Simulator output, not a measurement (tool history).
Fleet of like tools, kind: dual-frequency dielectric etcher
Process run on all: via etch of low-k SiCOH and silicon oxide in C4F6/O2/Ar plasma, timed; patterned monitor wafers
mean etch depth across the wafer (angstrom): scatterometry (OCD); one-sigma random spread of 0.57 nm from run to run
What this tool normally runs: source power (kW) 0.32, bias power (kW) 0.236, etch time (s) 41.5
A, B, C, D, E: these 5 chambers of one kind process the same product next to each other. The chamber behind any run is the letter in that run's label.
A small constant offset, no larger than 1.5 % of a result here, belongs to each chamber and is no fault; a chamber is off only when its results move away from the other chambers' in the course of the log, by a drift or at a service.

run	hour	source power (kW)	bias power (kW)	etch time (s)	hours since the last wet clean	hours since the last source power generator calibration	hours since the last bias power generator calibration	read-back reference wafer on the same gauge, depth_nm	mean etch depth across the wafer (angstrom)
1D	12.8	0.32	0.236	41.5	373.9	3432.5	2793.5	87.975	1083.1
2A	20.5	0.32	0.236	41.5	150.2	253.7	1509.2	87.982	1087.3
3C	26.6	0.32	0.236	41.5	294.2	1447.4	2573.7	87.971	1078.9
4E	34.7	0.32	0.236	41.5	369	1706.1	2293	87.941	1076.8
5B	47.7	0.28	0.236	41.5	73.3	3977.4	1046.6	87.909	1035.9
6C	56	0.28	0.236	41.5	323.6	1476.8	2603.1	88.115	1031.9
7E	64.2	0.28	0.236	41.5	398.5	1735.6	2322.5	87.927	1020.8
8B	71	0.28	0.236	41.5	96.6	4000.7	1069.9	88.015	1034.2
9D	83	0.28	0.236	41.5	444.1	3502.7	2863.7	88.018	1035.7
10A	95.3	0.32	0.236	41.5	225	328.5	1584	88.016	1089.3
# hour 96.6: chamber C: bias power generator calibrated
11B	106.8	0.27	0.292	41.5	132.4	4036.5	1105.7	87.988	1102.7
12D	119.5	0.27	0.292	41.5	480.6	3539.2	2900.2	88.013	1088.4
13A	127.1	0.27	0.292	41.5	256.8	360.3	1615.8	87.837	1081.2
14C	138.2	0.27	0.292	41.5	405.8	1559	41.6	87.903	1095
# hour 139.2: chamber D: wet clean of the chamber
15E	147.9	0.27	0.292	41.5	482.2	1819.3	2406.2	87.924	1084.3
16A	160.4	0.32	0.236	41.5	290.1	393.6	1649.1	88.116	1074.8
17E	171.1	0.32	0.236	41.5	505.4	1842.5	2429.4	88.094	1078.2
18B	178.6	0.37	0.236	41.5	204.2	4108.3	1177.5	87.985	1159.5
19D	191.5	0.37	0.236	41.5	52.4	3611.2	2972.2	88.018	1148.9
20C	197.5	0.37	0.236	41.5	465.1	1618.3	100.9	88.008	1150.1
21A	210.6	0.37	0.236	41.5	340.3	443.8	1699.3	87.851	1140.3
22B	223.3	0.37	0.236	41.5	248.9	4153	1222.2	87.899	1149.4
# hour 232: chamber E: wet clean of the chamber
23E	235.7	0.26	0.236	41.5	3.7	1907.1	2494	88.173	999.53
24D	244.5	0.26	0.236	41.5	105.4	3664.2	3025.2	87.934	997.95
25C	250.8	0.26	0.236	41.5	518.4	1671.6	154.2	88.002	989.42
26E	259.8	0.26	0.236	41.5	27.8	1931.2	2518.1	88.007	997.68
27D	268	0.26	0.236	41.5	128.9	3687.7	3048.7	87.876	999.22
28A	278.3	0.32	0.236	41.5	408	511.5	1767	88.07	1079
29C	289.9	0.32	0.236	41.5	557.5	1710.7	193.3	87.901	1068.4
30B	302	0.32	0.236	53	327.6	4231.7	1300.9	88.006	1378.6
31D	310.5	0.32	0.236	53	171.4	3730.2	3091.2	88.036	1382.6
# hour 320.1: chamber E: bias power generator calibrated
32B	320.1	0.32	0.236	53	345.7	4249.8	1319	88.097	1388.4
# hour 328.7: chamber B: wet clean of the chamber
33A	329.2	0.32	0.236	53	458.9	562.4	1817.9	87.985	1371.5
34C	341	0.32	0.236	53	608.6	1761.8	244.4	88.014	1354.6
35E	348.1	0.32	0.236	41.5	116.1	2019.5	28	87.994	1077.9
36A	358.7	0.32	0.278	34	488.4	591.9	1847.4	87.947	933.14
37B	368.2	0.32	0.278	34	39.6	4297.9	1367.1	88.032	954.54
38D	376.5	0.32	0.278	34	237.4	3796.2	3157.2	88	934.97
39E	389.5	0.32	0.278	34	157.5	2060.9	69.4	88.038	934.01
40C	402.5	0.32	0.278	34	670.1	1823.3	305.9	88.015	902.61

What goes on in this fleet: one chamber off, a drifting gauge, or nothing beyond the chambers' own small offsets? Name the chamber and the cause, if any.

Little by little, chamber C moves away from the other chambers.
Most likely cause: etch rate under this chamber's usual, % = 3.75.

Below are 4 candidate recipes for chamber C's next run, each the usual settings with a change, their results shown as question marks. Which of them brings C's results back in line with what the other chambers give on the usual settings?
A result is in line if it is within this distance of the other chambers' mean on the usual settings: mean etch depth across the wafer (angstrom) 20
41C-1	412	0.32	0.232	39					?
41C-2	412	0.32	0.24	44					?
41C-3	412	0.32	0.236	40					?
41C-4	412	0.32	0.238	43					?

Usual-settings mean across the other chambers: mean etch depth across the wafer (angstrom) 1080.6
run	mean etch depth across the wafer (angstrom)
41C-1	976.94
41C-2	1115.1
41C-3	1007.9
41C-4	1086.6
The right change is 41C-4: it brings the chamber back within the allowed miss of the others.
